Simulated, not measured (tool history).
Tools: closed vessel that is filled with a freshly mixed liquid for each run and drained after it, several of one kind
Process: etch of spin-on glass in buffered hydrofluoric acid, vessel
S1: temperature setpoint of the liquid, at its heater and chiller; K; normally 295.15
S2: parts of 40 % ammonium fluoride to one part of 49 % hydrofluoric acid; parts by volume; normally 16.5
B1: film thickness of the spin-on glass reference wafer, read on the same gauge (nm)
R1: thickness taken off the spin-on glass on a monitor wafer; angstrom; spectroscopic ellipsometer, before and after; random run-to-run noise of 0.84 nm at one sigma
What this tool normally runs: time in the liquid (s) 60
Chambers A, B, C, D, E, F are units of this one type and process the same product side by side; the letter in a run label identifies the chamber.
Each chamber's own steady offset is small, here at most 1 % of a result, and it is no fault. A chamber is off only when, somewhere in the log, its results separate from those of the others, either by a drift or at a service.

Run 1C, hour 5.6: usual settings; B1 90.007. Result: R1 889.07 angstrom.
Run 2E, hour 13.4: usual settings; B1 89.978. Result: R1 885.36 angstrom.
Run 3F, hour 20: usual settings; B1 89.981. Result: R1 884.97 angstrom.
Run 4D, hour 27.4: usual settings; B1 90.037. Result: R1 908.59 angstrom.
Run 5B, hour 31.8: usual settings; B1 90.016. Result: R1 878.63 angstrom.
Run 6A, hour 37.1: usual settings; B1 89.978. Result: R1 882.87 angstrom.
Run 7B, hour 42: usual settings; B1 89.998. Result: R1 891.97 angstrom.
Run 8F, hour 48: usual settings; B1 89.98. Result: R1 880.78 angstrom.
Run 9C, hour 54.7: usual settings; B1 89.981. Result: R1 887.63 angstrom.
Run 10E, hour 60.7: usual settings; B1 89.969. Result: R1 868.9 angstrom.
Run 11A, hour 68: usual settings; B1 89.988. Result: R1 878.14 angstrom.
Run 12D, hour 75.5: usual settings; B1 90.005. Result: R1 886.63 angstrom.
Run 13F, hour 83.4: usual settings; B1 89.976. Result: R1 882.1 angstrom.
Run 14E, hour 86.9: usual settings; B1 90.036. Result: R1 885.69 angstrom.
Run 15B, hour 90.8: usual settings; B1 90.015. Result: R1 872.16 angstrom.
Run 16A, hour 98.8: usual settings but S2 12 parts by volume; B1 89.978. Result: R1 1192.7 angstrom.
Run 17C, hour 102.6: usual settings but S2 12 parts by volume; B1 89.99. Result: R1 1207.8 angstrom.
Run 18D, hour 109.1: usual settings but S2 12 parts by volume; B1 89.987. Result: R1 1234.3 angstrom.
Run 19B, hour 115: usual settings but S2 12 parts by volume; B1 90.043. Result: R1 1200.6 angstrom.
Run 20D, hour 119.6: usual settings but S2 12 parts by volume; B1 89.979. Result: R1 1247.5 angstrom.
Run 21F, hour 123.1: usual settings but S2 12 parts by volume; B1 90.011. Result: R1 1205 angstrom.
Run 22E, hour 127.9: usual settings; B1 90.013. Result: R1 882.23 angstrom.
Run 23C, hour 134.1: usual settings; B1 90.007. Result: R1 881.91 angstrom.
Run 24A, hour 138.5: usual settings; B1 89.981. Result: R1 834.63 angstrom.
Run 25F, hour 142.9: usual settings; B1 89.988. Result: R1 867.03 angstrom.
Run 26C, hour 147.8: usual settings; B1 89.998. Result: R1 887.06 angstrom.
Run 27B, hour 155.2: usual settings; B1 90.006. Result: R1 885.03 angstrom.
Run 28D, hour 159.3: usual settings; B1 89.971. Result: R1 896.16 angstrom.
Run 29E, hour 162.7: usual settings; B1 90.008. Result: R1 890.82 angstrom.
Run 30A, hour 170: usual settings but S2 19 parts by volume; B1 90.005. Result: R1 739.52 angstrom.
Run 31B, hour 176.8: usual settings but S2 19 parts by volume; B1 89.967. Result: R1 785.31 angstrom.
Run 32E, hour 183.7: usual settings but S2 19 parts by volume; B1 89.96. Result: R1 777.69 angstrom.
Run 33A, hour 191: usual settings but S2 19 parts by volume; B1 89.997. Result: R1 725.28 angstrom.
Run 34D, hour 195: usual settings but S2 19 parts by volume; B1 89.991. Result: R1 773.34 angstrom.
Run 35F, hour 200: usual settings but S2 19 parts by volume; B1 89.992. Result: R1 768.28 angstrom.
Run 36C, hour 205: usual settings; B1 90.033. Result: R1 873.07 angstrom.

Each of the 6 chambers runs these same settings next. Fill in every chamber's results:
Run 37A, hour 210.6: usual settings. Result: R1 ?.
Run 37B, hour 210.6: usual settings. Result: R1 ?.
Run 37C, hour 210.6: usual settings. Result: R1 ?.
Run 37D, hour 210.6: usual settings. Result: R1 ?.
Run 37E, hour 210.6: usual settings. Result: R1 ?.
Run 37F, hour 210.6: usual settings. Result: R1 ?.

run      R1
37A   814.4
37B  894.98
37C  891.46
37D  891.56
37E  880.14
37F   907.2
